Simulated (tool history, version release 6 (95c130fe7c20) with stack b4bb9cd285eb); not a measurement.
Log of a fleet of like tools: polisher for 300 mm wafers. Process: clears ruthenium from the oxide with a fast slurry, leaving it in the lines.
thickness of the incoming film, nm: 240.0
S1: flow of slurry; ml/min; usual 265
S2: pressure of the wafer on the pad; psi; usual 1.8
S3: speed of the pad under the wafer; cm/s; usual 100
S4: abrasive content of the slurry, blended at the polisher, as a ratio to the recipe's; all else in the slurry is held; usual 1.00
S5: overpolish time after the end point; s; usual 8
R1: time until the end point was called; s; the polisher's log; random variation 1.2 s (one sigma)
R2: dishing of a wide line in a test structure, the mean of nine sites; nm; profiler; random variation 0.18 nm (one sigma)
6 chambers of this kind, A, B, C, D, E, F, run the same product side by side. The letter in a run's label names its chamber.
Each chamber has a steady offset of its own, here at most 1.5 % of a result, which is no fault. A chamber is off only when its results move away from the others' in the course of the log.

run   hour   S1   S2   S3    S4  S5      R1       R2
       3.6  -- chamber A: worn pad replaced by a new one
 1B    4.9  265  1.8  100  1.00   8  109.43  14.5160
 2D    8.1  265  1.8  100  1.00   8  111.31  14.5800
       9.0  -- chamber D: worn pad replaced by a new one
 3F   14.7  265  1.8  100  1.00   8  110.72  14.1660
      15.2  -- chamber F: slurry nozzle cleaned
 4E   18.0  265  1.8  100  1.00   8  109.79  14.3530
      19.5  -- chamber C: slurry blender recalibrated
 5A   22.1  265  1.8  100  1.00   8  111.15  14.3260
 6C   26.0  265  1.8  100  1.00   8  109.78  14.0320
      28.2  -- chamber D: slurry blender recalibrated
      29.9  -- chamber B: worn pad replaced by a new one
      31.8  -- chamber E: slurry blender recalibrated
 7E   32.1  265  1.8  100  1.00   8  110.60  14.2010
 8A   39.1  265  1.8  100  1.00   8  112.56  14.5750
 9D   42.2  265  1.8  100  1.00   8  109.05  14.1510
      43.9  -- chamber E: worn pad replaced by a new one
10B   48.7  265  1.8  100  1.00   8  110.22  14.1990
      50.2  -- chamber C: worn pad replaced by a new one
11C   51.8  265  1.8  100  1.00   8  109.02  14.3600
12F   57.2  265  1.8  100  1.00   8  110.22  13.9760
      63.6  -- chamber A: worn pad replaced by a new one
13D   63.9  265  1.8  100  1.00   8  110.37  14.5450
14F   67.1  265  1.8  100  1.00   5  111.05   8.8564
15A   70.2  265  1.8  100  1.00   5  110.65   9.3983
16C   74.3  265  1.8  100  1.00   5  110.18   9.2668
17B   80.7  265  1.8  100  1.00   5  108.92   9.3849
18E   84.7  265  1.8  100  1.00   5  107.79   9.2686
19A   88.5  265  1.8  100  1.00   5  109.95   9.2378
      92.0  -- chamber F: worn pad replaced by a new one
20F   92.7  265  1.8  100  1.00   8  109.94  13.8910
      95.4  -- chamber A: slurry blender recalibrated
      96.3  -- chamber C: slurry nozzle cleaned
21B   98.9  350  1.8  100  1.15   8  101.35  15.5160
22E  105.2  350  1.8  100  1.15   8  101.21  15.4630
23D  111.7  350  1.8  100  1.15   8  101.96  15.1370
24C  114.9  350  1.8  100  1.15   8  100.05  15.1430
     119.2  -- chamber A: worn pad replaced by a new one
25B  120.2  350  1.8  100  1.15   8  102.64  15.4750
26E  123.4  350  1.8  100  1.15   8  100.58  14.9920
27D  130.1  265  1.8  100  1.00   8  111.95  14.1540
28F  135.6  265  1.8  100  1.00   8  110.11  14.0840
29A  140.1  265  1.8  100  1.00   8  110.21  13.9810
     140.6  -- chamber D: worn pad replaced by a new one
     141.4  -- chamber E: worn pad replaced by a new one
     143.4  -- chamber B: worn pad replaced by a new one
30C  144.7  265  1.8  100  1.00   8  108.60  13.9830
     145.9  -- chamber C: worn pad replaced by a new one
     148.8  -- chamber B: slurry blender recalibrated
31D  150.5  265  1.8  100  1.00   8  111.36  14.2630
32C  155.8  265  1.8  100  1.00   8  109.93  14.0510
33F  159.5  265  1.8  100  1.00   8  109.09  13.8910
34B  165.6  265  1.8  100  1.00   8  110.95  14.0870
35E  172.1  265  1.8  100  1.00   8  110.73  14.2710
     175.7  -- chamber A: worn pad replaced by a new one
36A  177.3  265  1.8  100  1.00   8  111.62  14.3090
37E  182.8  345  1.8   74  1.00   8  144.71  11.1000
     189.5  -- chamber F: worn pad replaced by a new one
38F  189.6  345  1.8   74  1.00   8  146.70  10.8200
39A  194.1  345  1.8   74  1.00   8  148.23  11.1730
40C  199.7  345  1.8   74  1.00   8  143.45  10.9980

Is one chamber off against the others, does the gauge drift, or is nothing wrong? If a chamber is off, say which, and what the likeliest cause is.

No chamber stands off beyond its own small offset, and the gauge holds steady.

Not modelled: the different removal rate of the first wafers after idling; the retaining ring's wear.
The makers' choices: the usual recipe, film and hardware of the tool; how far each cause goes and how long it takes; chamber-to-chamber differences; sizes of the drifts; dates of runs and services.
